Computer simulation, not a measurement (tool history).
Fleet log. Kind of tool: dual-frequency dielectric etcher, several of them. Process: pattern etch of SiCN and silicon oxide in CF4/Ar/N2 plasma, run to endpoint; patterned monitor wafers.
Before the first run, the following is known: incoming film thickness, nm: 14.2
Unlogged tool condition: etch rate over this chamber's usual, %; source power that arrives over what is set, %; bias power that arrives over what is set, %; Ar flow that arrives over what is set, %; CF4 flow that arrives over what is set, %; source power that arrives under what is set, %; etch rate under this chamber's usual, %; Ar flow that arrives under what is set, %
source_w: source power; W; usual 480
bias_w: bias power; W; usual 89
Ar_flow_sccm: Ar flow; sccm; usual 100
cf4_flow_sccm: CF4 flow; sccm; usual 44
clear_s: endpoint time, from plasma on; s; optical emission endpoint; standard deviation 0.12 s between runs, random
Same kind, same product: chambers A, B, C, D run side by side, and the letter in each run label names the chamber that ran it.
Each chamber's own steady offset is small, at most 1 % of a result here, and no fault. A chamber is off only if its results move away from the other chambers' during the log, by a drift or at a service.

| run | day | source_w | bias_w | Ar_flow_sccm | cf4_flow_sccm | hours since the last wet clean | hours since the last source power generator calibration | hours since the last bias power generator calibration | hours since the last Ar flow controller change | hours since the last CF4 flow controller change | clear_s |
|---|---|---|---|---|---|---|---|---|---|---|---|
| 1C | 0.250 | 480 | 89 | 100 | 44 | 429.1 | 2417.7 | 3329.6 | 1291.6 | 156.5 | 15.493 |
| 2A | 0.567 | 480 | 89 | 100 | 44 | 156.8 | 657.1 | 2640.3 | 705.1 | 1365.5 | 15.586 |
| 3D | 0.954 | 480 | 89 | 100 | 44 | 319.9 | 956.7 | 146.5 | 2234.0 | 1947.2 | 15.660 |
|  | 1.171 | chamber D: wet clean of the chamber |
| 4B | 1.392 | 480 | 89 | 100 | 44 | 133.6 | 998.0 | 1587.8 | 1683.9 | 2261.2 | 15.452 |
| 5C | 1.688 | 480 | 89 | 100 | 44 | 463.6 | 2452.2 | 3364.1 | 1326.1 | 191.0 | 15.384 |
| 6D | 2.092 | 480 | 89 | 100 | 44 | 22.1 | 984.0 | 173.8 | 2261.3 | 1974.5 | 15.779 |
| 7A | 2.550 | 480 | 89 | 100 | 44 | 204.4 | 704.7 | 2687.9 | 752.7 | 1413.1 | 15.399 |
| 8B | 2.854 | 480 | 89 | 100 | 44 | 168.7 | 1033.1 | 1622.9 | 1719.0 | 2296.3 | 15.393 |
| 9B | 3.300 | 480 | 89 | 100 | 44 | 179.4 | 1043.8 | 1633.6 | 1729.7 | 2307.0 | 15.374 |
| 10D | 3.762 | 480 | 89 | 100 | 44 | 62.2 | 1024.1 | 213.9 | 2301.4 | 2014.6 | 15.477 |
| 11C | 4.133 | 480 | 71 | 78 | 44 | 522.3 | 2510.9 | 3422.8 | 1384.8 | 249.7 | 16.479 |
| 12A | 4.354 | 480 | 71 | 78 | 44 | 247.7 | 748.0 | 2731.2 | 796.0 | 1456.4 | 16.047 |
| 13A | 4.671 | 480 | 71 | 78 | 44 | 255.3 | 755.6 | 2738.8 | 803.6 | 1464.0 | 16.042 |
| 14C | 4.904 | 480 | 71 | 78 | 44 | 540.8 | 2529.4 | 3441.3 | 1403.3 | 268.2 | 16.228 |
| 15D | 5.125 | 480 | 89 | 100 | 44 | 94.9 | 1056.8 | 246.6 | 2334.1 | 2047.3 | 15.516 |
| 16B | 5.458 | 380 | 89 | 100 | 44 | 231.2 | 1095.6 | 1685.4 | 1781.5 | 2358.8 | 18.776 |
| 17B | 5.708 | 380 | 89 | 100 | 44 | 237.2 | 1101.6 | 1691.4 | 1787.5 | 2364.8 | 18.955 |
| 18A | 5.912 | 380 | 89 | 100 | 44 | 285.1 | 785.4 | 2768.6 | 833.4 | 1493.8 | 19.328 |
| 19C | 6.221 | 380 | 89 | 100 | 44 | 572.4 | 2561.0 | 3472.9 | 1434.9 | 299.8 | 18.969 |
| 20D | 6.638 | 480 | 89 | 100 | 44 | 131.2 | 1093.1 | 282.9 | 2370.4 | 2083.6 | 15.900 |
| 21A | 6.892 | 480 | 89 | 100 | 44 | 308.6 | 808.9 | 2792.1 | 856.9 | 1517.3 | 15.588 |
| 22D | 7.154 | 480 | 89 | 100 | 44 | 143.6 | 1105.5 | 295.3 | 2382.8 | 2096.0 | 15.618 |
| 23B | 7.575 | 480 | 89 | 100 | 44 | 282.0 | 1146.4 | 1736.2 | 1832.3 | 2409.6 | 15.436 |
| 24C | 7.958 | 480 | 89 | 100 | 44 | 614.1 | 2602.7 | 3514.6 | 1476.6 | 341.5 | 15.683 |
|  | 7.971 | chamber C: bias power generator calibrated |
| 25D | 8.404 | 480 | 89 | 100 | 44 | 173.6 | 1135.5 | 325.3 | 2412.8 | 2126.0 | 15.590 |
| 26A | 8.779 | 480 | 89 | 100 | 44 | 353.9 | 854.2 | 2837.4 | 902.2 | 1562.6 | 15.237 |
| 27C | 9.112 | 480 | 89 | 100 | 44 | 641.8 | 2630.4 | 27.5 | 1504.3 | 369.2 | 15.502 |
| 28B | 9.458 | 480 | 89 | 100 | 44 | 327.2 | 1191.6 | 1781.4 | 1877.5 | 2454.8 | 15.300 |
|  | 9.575 | chamber A: wet clean of the chamber |
| 29A | 9.821 | 480 | 89 | 100 | 44 | 5.9 | 879.2 | 2862.4 | 927.2 | 1587.6 | 15.575 |
| 30D | 10.092 | 480 | 89 | 100 | 44 | 214.1 | 1176.0 | 365.8 | 2453.3 | 2166.5 | 15.566 |

Does one chamber stand apart from the rest, does the shared gauge drift, or is all well apart from small per-chamber offsets? Give the chamber and the most likely cause, where there is one.

The fleet is healthy, with each chamber sitting at its usual small offset and no drift in the gauge.
